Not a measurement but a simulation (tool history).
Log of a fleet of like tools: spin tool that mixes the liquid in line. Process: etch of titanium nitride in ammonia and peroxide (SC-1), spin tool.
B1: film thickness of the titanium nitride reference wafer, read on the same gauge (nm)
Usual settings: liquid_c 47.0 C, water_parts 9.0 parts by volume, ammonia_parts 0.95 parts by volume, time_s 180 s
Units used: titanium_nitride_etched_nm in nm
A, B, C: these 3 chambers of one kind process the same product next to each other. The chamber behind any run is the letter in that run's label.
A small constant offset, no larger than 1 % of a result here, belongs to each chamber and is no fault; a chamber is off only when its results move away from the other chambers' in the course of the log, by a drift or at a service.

{"run": "1C", "day": 0.088, "liquid_c": 47.0, "water_parts": 9.0, "ammonia_parts": 0.95, "time_s": 180, "B1": 109.99, "titanium_nitride_etched_nm": 7.0283}
{"run": "2A", "day": 0.229, "liquid_c": 47.0, "water_parts": 9.0, "ammonia_parts": 0.95, "time_s": 180, "B1": 110.0, "titanium_nitride_etched_nm": 7.0466}
{"run": "3B", "day": 0.396, "liquid_c": 47.0, "water_parts": 9.0, "ammonia_parts": 0.95, "time_s": 180, "B1": 110.01, "titanium_nitride_etched_nm": 7.0258}
{"day": 0.412, "done": "chamber C: thermometer replaced"}
{"run": "4B", "day": 0.521, "liquid_c": 47.0, "water_parts": 9.0, "ammonia_parts": 0.95, "time_s": 180, "B1": 110.03, "titanium_nitride_etched_nm": 7.0724}
{"run": "5C", "day": 0.675, "liquid_c": 47.0, "water_parts": 9.0, "ammonia_parts": 0.95, "time_s": 180, "B1": 110.0, "titanium_nitride_etched_nm": 7.0293}
{"run": "6A", "day": 0.825, "liquid_c": 38.5, "water_parts": 12.5, "ammonia_parts": 0.95, "time_s": 180, "B1": 110.01, "titanium_nitride_etched_nm": 3.2664}
{"run": "7B", "day": 0.917, "liquid_c": 38.5, "water_parts": 12.5, "ammonia_parts": 0.95, "time_s": 180, "B1": 110.01, "titanium_nitride_etched_nm": 3.1593}
{"run": "8C", "day": 1.054, "liquid_c": 38.5, "water_parts": 12.5, "ammonia_parts": 0.95, "time_s": 180, "B1": 109.97, "titanium_nitride_etched_nm": 3.1455}
{"run": "9A", "day": 1.15, "liquid_c": 47.0, "water_parts": 9.0, "ammonia_parts": 0.95, "time_s": 180, "B1": 110.03, "titanium_nitride_etched_nm": 7.0921}
{"run": "10A", "day": 1.238, "liquid_c": 47.0, "water_parts": 9.0, "ammonia_parts": 0.95, "time_s": 180, "B1": 109.99, "titanium_nitride_etched_nm": 7.0616}
{"run": "11C", "day": 1.404, "liquid_c": 47.0, "water_parts": 9.0, "ammonia_parts": 0.95, "time_s": 180, "B1": 109.98, "titanium_nitride_etched_nm": 6.9641}
{"run": "12B", "day": 1.579, "liquid_c": 47.0, "water_parts": 9.0, "ammonia_parts": 0.95, "time_s": 180, "B1": 109.98, "titanium_nitride_etched_nm": 6.9419}
{"run": "13B", "day": 1.683, "liquid_c": 53.5, "water_parts": 9.0, "ammonia_parts": 0.95, "time_s": 180, "B1": 109.97, "titanium_nitride_etched_nm": 11.054}
{"run": "14C", "day": 1.846, "liquid_c": 53.5, "water_parts": 9.0, "ammonia_parts": 0.95, "time_s": 180, "B1": 109.98, "titanium_nitride_etched_nm": 10.968}
{"run": "15A", "day": 1.95, "liquid_c": 53.5, "water_parts": 9.0, "ammonia_parts": 0.95, "time_s": 180, "B1": 110.0, "titanium_nitride_etched_nm": 11.115}
{"run": "16B", "day": 2.042, "liquid_c": 47.0, "water_parts": 9.0, "ammonia_parts": 0.95, "time_s": 180, "B1": 110.0, "titanium_nitride_etched_nm": 7.0365}
{"run": "17C", "day": 2.167, "liquid_c": 47.0, "water_parts": 9.0, "ammonia_parts": 0.95, "time_s": 180, "B1": 110.02, "titanium_nitride_etched_nm": 7.0503}
{"run": "18A", "day": 2.338, "liquid_c": 47.0, "water_parts": 9.0, "ammonia_parts": 0.95, "time_s": 180, "B1": 110.0, "titanium_nitride_etched_nm": 7.0411}
{"run": "19A", "day": 2.433, "liquid_c": 47.0, "water_parts": 9.0, "ammonia_parts": 0.95, "time_s": 180, "B1": 109.99, "titanium_nitride_etched_nm": 6.9963}
{"run": "20C", "day": 2.579, "liquid_c": 47.0, "water_parts": 9.0, "ammonia_parts": 0.95, "time_s": 180, "B1": 109.97, "titanium_nitride_etched_nm": 6.9492}
{"run": "21B", "day": 2.746, "liquid_c": 47.0, "water_parts": 9.0, "ammonia_parts": 0.95, "time_s": 180, "B1": 109.98, "titanium_nitride_etched_nm": 7.0469}
{"run": "22C", "day": 2.888, "liquid_c": 47.0, "water_parts": 9.0, "ammonia_parts": 0.95, "time_s": 180, "B1": 110.02, "titanium_nitride_etched_nm": 7.0279}
{"run": "23B", "day": 2.971, "liquid_c": 47.0, "water_parts": 9.0, "ammonia_parts": 0.95, "time_s": 180, "B1": 110.0, "titanium_nitride_etched_nm": 7.0284}
{"run": "24A", "day": 3.125, "liquid_c": 47.0, "water_parts": 9.0, "ammonia_parts": 0.95, "time_s": 180, "B1": 109.97, "titanium_nitride_etched_nm": 6.8441}
{"run": "25C", "day": 3.283, "liquid_c": 47.0, "water_parts": 9.0, "ammonia_parts": 0.95, "time_s": 180, "B1": 109.98, "titanium_nitride_etched_nm": 6.9788}
{"run": "26A", "day": 3.471, "liquid_c": 47.0, "water_parts": 9.0, "ammonia_parts": 0.95, "time_s": 180, "B1": 110.01, "titanium_nitride_etched_nm": 6.8218}
{"run": "27B", "day": 3.608, "liquid_c": 47.0, "water_parts": 9.0, "ammonia_parts": 0.95, "time_s": 180, "B1": 109.97, "titanium_nitride_etched_nm": 7.0452}
{"run": "28C", "day": 3.712, "liquid_c": 47.0, "water_parts": 9.0, "ammonia_parts": 0.95, "time_s": 180, "B1": 110.0, "titanium_nitride_etched_nm": 7.0097}
{"run": "29A", "day": 3.838, "liquid_c": 47.0, "water_parts": 13.5, "ammonia_parts": 0.95, "time_s": 180, "B1": 110.02, "titanium_nitride_etched_nm": 5.5056}
{"run": "30B", "day": 4.0, "liquid_c": 47.0, "water_parts": 13.5, "ammonia_parts": 0.95, "time_s": 180, "B1": 109.97, "titanium_nitride_etched_nm": 5.6824}
{"run": "31A", "day": 4.088, "liquid_c": 47.0, "water_parts": 13.5, "ammonia_parts": 0.95, "time_s": 180, "B1": 110.02, "titanium_nitride_etched_nm": 5.4629}
{"run": "32B", "day": 4.258, "liquid_c": 47.0, "water_parts": 9.0, "ammonia_parts": 0.95, "time_s": 180, "B1": 110.0, "titanium_nitride_etched_nm": 7.0882}
{"run": "33C", "day": 4.4, "liquid_c": 47.0, "water_parts": 9.0, "ammonia_parts": 0.95, "time_s": 180, "B1": 109.98, "titanium_nitride_etched_nm": 7.0599}
{"run": "34C", "day": 4.592, "liquid_c": 47.0, "water_parts": 9.0, "ammonia_parts": 0.95, "time_s": 180, "B1": 109.99, "titanium_nitride_etched_nm": 6.9678}
{"run": "35B", "day": 4.771, "liquid_c": 47.0, "water_parts": 9.0, "ammonia_parts": 0.95, "time_s": 180, "B1": 110.01, "titanium_nitride_etched_nm": 6.9616}
{"run": "36A", "day": 4.867, "liquid_c": 47.0, "water_parts": 9.0, "ammonia_parts": 0.95, "time_s": 180, "B1": 109.98, "titanium_nitride_etched_nm": 6.6436}
{"run": "37B", "day": 4.954, "liquid_c": 47.0, "water_parts": 11.5, "ammonia_parts": 0.95, "time_s": 180, "B1": 109.99, "titanium_nitride_etched_nm": 6.2218}
{"run": "38C", "day": 5.042, "liquid_c": 47.0, "water_parts": 11.5, "ammonia_parts": 0.95, "time_s": 180, "B1": 110.0, "titanium_nitride_etched_nm": 6.1277}
{"run": "39A", "day": 5.142, "liquid_c": 47.0, "water_parts": 11.5, "ammonia_parts": 0.95, "time_s": 180, "B1": 110.01, "titanium_nitride_etched_nm": 5.8003}
{"run": "40C", "day": 5.225, "liquid_c": 47.0, "water_parts": 9.0, "ammonia_parts": 0.95, "time_s": 180, "B1": 109.98, "titanium_nitride_etched_nm": 7.0579}
{"run": "41A", "day": 5.379, "liquid_c": 47.0, "water_parts": 9.0, "ammonia_parts": 0.95, "time_s": 180, "B1": 110.0, "titanium_nitride_etched_nm": 6.5618}
{"run": "42B", "day": 5.479, "liquid_c": 39.0, "water_parts": 9.0, "ammonia_parts": 0.95, "time_s": 180, "B1": 109.96, "titanium_nitride_etched_nm": 3.9549}
{"run": "43B", "day": 5.638, "liquid_c": 39.0, "water_parts": 9.0, "ammonia_parts": 0.95, "time_s": 180, "B1": 109.96, "titanium_nitride_etched_nm": 3.8998}

All chambers now run identical settings, listed one chamber a line with results as question marks. What results will each chamber show?
{"run": "44A", "day": 5.775, "liquid_c": 47.0, "water_parts": 9.0, "ammonia_parts": 0.65, "time_s": 180, "titanium_nitride_etched_nm": "?"}
{"run": "44B", "day": 5.775, "liquid_c": 47.0, "water_parts": 9.0, "ammonia_parts": 0.65, "time_s": 180, "titanium_nitride_etched_nm": "?"}
{"run": "44C", "day": 5.775, "liquid_c": 47.0, "water_parts": 9.0, "ammonia_parts": 0.65, "time_s": 180, "titanium_nitride_etched_nm": "?"}

run=44A titanium_nitride_etched_nm=6.1867
run=44B titanium_nitride_etched_nm=6.5758
run=44C titanium_nitride_etched_nm=6.6397

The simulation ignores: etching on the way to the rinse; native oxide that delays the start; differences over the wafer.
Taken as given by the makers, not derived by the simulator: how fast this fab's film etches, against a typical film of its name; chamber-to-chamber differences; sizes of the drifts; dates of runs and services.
